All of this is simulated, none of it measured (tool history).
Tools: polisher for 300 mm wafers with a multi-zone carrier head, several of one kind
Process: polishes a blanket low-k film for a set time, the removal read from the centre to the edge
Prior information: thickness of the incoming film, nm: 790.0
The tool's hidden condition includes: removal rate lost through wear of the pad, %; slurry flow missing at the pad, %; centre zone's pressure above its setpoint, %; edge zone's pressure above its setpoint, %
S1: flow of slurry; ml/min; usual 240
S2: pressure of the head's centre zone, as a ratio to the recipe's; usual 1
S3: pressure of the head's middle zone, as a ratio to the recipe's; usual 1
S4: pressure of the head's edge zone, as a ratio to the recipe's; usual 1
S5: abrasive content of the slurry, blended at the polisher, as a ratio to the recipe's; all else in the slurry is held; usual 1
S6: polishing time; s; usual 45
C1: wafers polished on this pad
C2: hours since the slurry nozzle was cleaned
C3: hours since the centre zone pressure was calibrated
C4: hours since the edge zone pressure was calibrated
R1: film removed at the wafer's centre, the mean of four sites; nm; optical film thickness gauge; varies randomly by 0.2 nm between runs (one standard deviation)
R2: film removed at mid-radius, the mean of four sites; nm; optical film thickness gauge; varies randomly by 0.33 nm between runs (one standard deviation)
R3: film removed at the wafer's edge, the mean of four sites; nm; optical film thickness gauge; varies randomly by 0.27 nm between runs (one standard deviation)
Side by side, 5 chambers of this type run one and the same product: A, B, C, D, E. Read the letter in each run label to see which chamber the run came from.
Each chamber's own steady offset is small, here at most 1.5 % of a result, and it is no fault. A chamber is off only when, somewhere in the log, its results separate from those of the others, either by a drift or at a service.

run,hour,S1,S2,S3,S4,S5,S6,C1,C2,C3,C4,R1,R2,R3
# hour 2.8: chamber C: worn pad replaced by a new one
1C,8.3,240,1,1,1,1,45,69,451,434.5,164.9,22.644,22.508,22.972
2E,21.5,240,1,1,1,1,45,553,348.3,725.2,1040.4,22.751,22.994,22.014
# hour 22.6: chamber E: slurry nozzle cleaned
3A,29,240,1,1,1,1,45,912,430.6,330.6,33.1,22.917,22.528,22.622
# hour 34.6: chamber E: edge zone pressure recalibrated
4B,37.5,240,1,1,1,1,45,784,536.4,906.1,109.9,22.291,22.031,22.56
# hour 40.7: chamber E: worn pad replaced by a new one
5D,44.6,240,1,1,1,1,45,1090,574.1,1025.4,856.7,22.534,22.132,22.619
# hour 47.2: chamber D: worn pad replaced by a new one
6C,50.5,240,1,1,1,1,45,599,493.2,476.7,207.1,22.081,22.208,22.508
7B,63,240,1,1,1,1,45,1104,561.9,931.6,135.4,22.469,22.269,22.154
# hour 64.2: chamber C: worn pad replaced by a new one
# hour 67.2: chamber A: worn pad replaced by a new one
8E,72.1,240,1,1,1,1,45,394,49.5,775.8,37.6,22.99,22.536,22.89
9A,79.6,240,1,1,1,1,45,156,481.2,381.2,83.7,23.108,22.541,22.368
10D,85.7,240,1,1,1,1,45,483,615.2,1066.5,897.8,22.211,22.238,21.835
11D,97.3,240,1,1,1,1,45,629,626.8,1078.1,909.4,22.086,22.749,22.468
# hour 101.2: chamber D: slurry nozzle cleaned
12A,103.8,240,1,1,1,0.8,45,460,505.4,405.4,107.9,20.562,20.634,20.196
13C,110.4,240,1,1,1,0.8,45,580,553.1,536.6,267,20.241,20.278,20.046
# hour 111.9: chamber E: worn pad replaced by a new one
14E,117.3,240,1,1,1,0.8,45,67,94.7,821,82.8,20.084,20.689,20.558
15B,126.3,240,1,1,1,0.8,45,1899,625.2,994.9,198.7,19.463,19.628,19.573
16E,132.1,240,1,1,1,0.8,45,253,109.5,835.8,97.6,20.127,20.326,20.115
# hour 135: chamber C: worn pad replaced by a new one
17A,141.6,240,1,1,1,1,45,934,543.2,443.2,145.7,22.858,23.27,21.987
18C,150.5,240,1,1,1,1,45,195,593.2,576.7,307.1,22.386,22.774,22.502
# hour 157.3: chamber D: worn pad replaced by a new one
19D,162.7,240,1,1,1,1,45,68,61.5,1143.5,974.8,22.715,22.458,22.451
20B,170.5,240,1,1,1,1,45,2454,669.4,1039.1,242.9,21.174,21.702,21.588
# hour 173.6: chamber E: worn pad replaced by a new one
21C,179,240,1,1,1,1,45,553,621.7,605.2,335.6,22.277,22.599,22.76
22D,185.6,240,1,1,1,1,45,356,84.4,1166.4,997.7,22.378,23.367,22.35
# hour 193.5: chamber A: worn pad replaced by a new one
23B,194.8,240,1,1,1,1,45,2759,693.7,1063.4,267.2,21.135,21.466,21.658
24E,204.6,240,1,1,1,1,45,389,182,908.3,170.1,22.448,22.648,22.527
# hour 208.9: chamber C: worn pad replaced by a new one
25A,214.4,240,1,1,1,1,45,262,616,516,218.5,22.771,22.564,22.874
# hour 221.4: chamber C: slurry nozzle cleaned
26D,222.8,240,1,1,1,1,45,823,121.6,1203.6,1034.9,22.452,22.064,22.454
# hour 226.3: chamber B: slurry nozzle cleaned
27E,230.7,240,1,1,1,1,38,717,208.1,934.4,196.2,19.102,19.24,18.991
# hour 234.4: chamber E: worn pad replaced by a new one
28B,243.4,240,1,1,1,1,38,3370,17.1,1112,315.8,17.72,17.474,17.536
# hour 245.1: chamber D: worn pad replaced by a new one
# hour 246.8: chamber B: edge zone pressure recalibrated
29A,251.2,240,1,1,1,1,38,724,652.8,552.8,255.3,19.456,18.939,18.871
30C,260.2,240,1,1,1,1,38,645,38.9,686.4,416.8,19.098,18.762,19.258
31D,272.8,240,1,1,1,1,38,348,171.6,1253.6,1084.9,19.187,18.713,18.622
32C,281.2,240,1,1,1,1,45,908,59.9,707.4,437.8,22.339,22.07,22.769
# hour 282.5: chamber C: worn pad replaced by a new one
33E,288.7,240,1,1,1,1,45,682,266.1,992.4,254.2,22.512,22.718,22.747
34A,297.9,240,1,1,1,1,45,1311,699.5,599.5,302,22.778,22.083,22.421
35B,305.1,240,1,0.96,1,1,45,4144,78.8,1173.7,58.4,20.505,19.302,20.469
# hour 311.3: chamber E: worn pad replaced by a new one
36E,314.8,240,1,0.96,1,1,45,44,292.2,1018.5,280.3,22.252,22.112,22.049
# hour 318.3: chamber A: worn pad replaced by a new one
37A,323.8,240,1,0.96,1,1,45,69,725.4,625.4,327.9,22.55,21.979,22.341
38C,335.3,240,1,0.96,1,1,45,664,114,761.5,491.9,22.274,21.773,22.65

All chambers now run identical settings, listed one chamber a line with results as question marks. What results will each chamber show?
39A,344.9,285,1,1,1,1,45,,,,,?,?,?
39B,344.9,285,1,1,1,1,45,,,,,?,?,?
39C,344.9,285,1,1,1,1,45,,,,,?,?,?
39D,344.9,285,1,1,1,1,45,,,,,?,?,?
39E,344.9,285,1,1,1,1,45,,,,,?,?,?

run,R1,R2,R3
39A,23.494,23.112,22.939
39B,20.3,20.19,20.543
39C,22.987,23,22.829
39D,22.744,22.766,22.689
39E,23.347,22.619,22.928
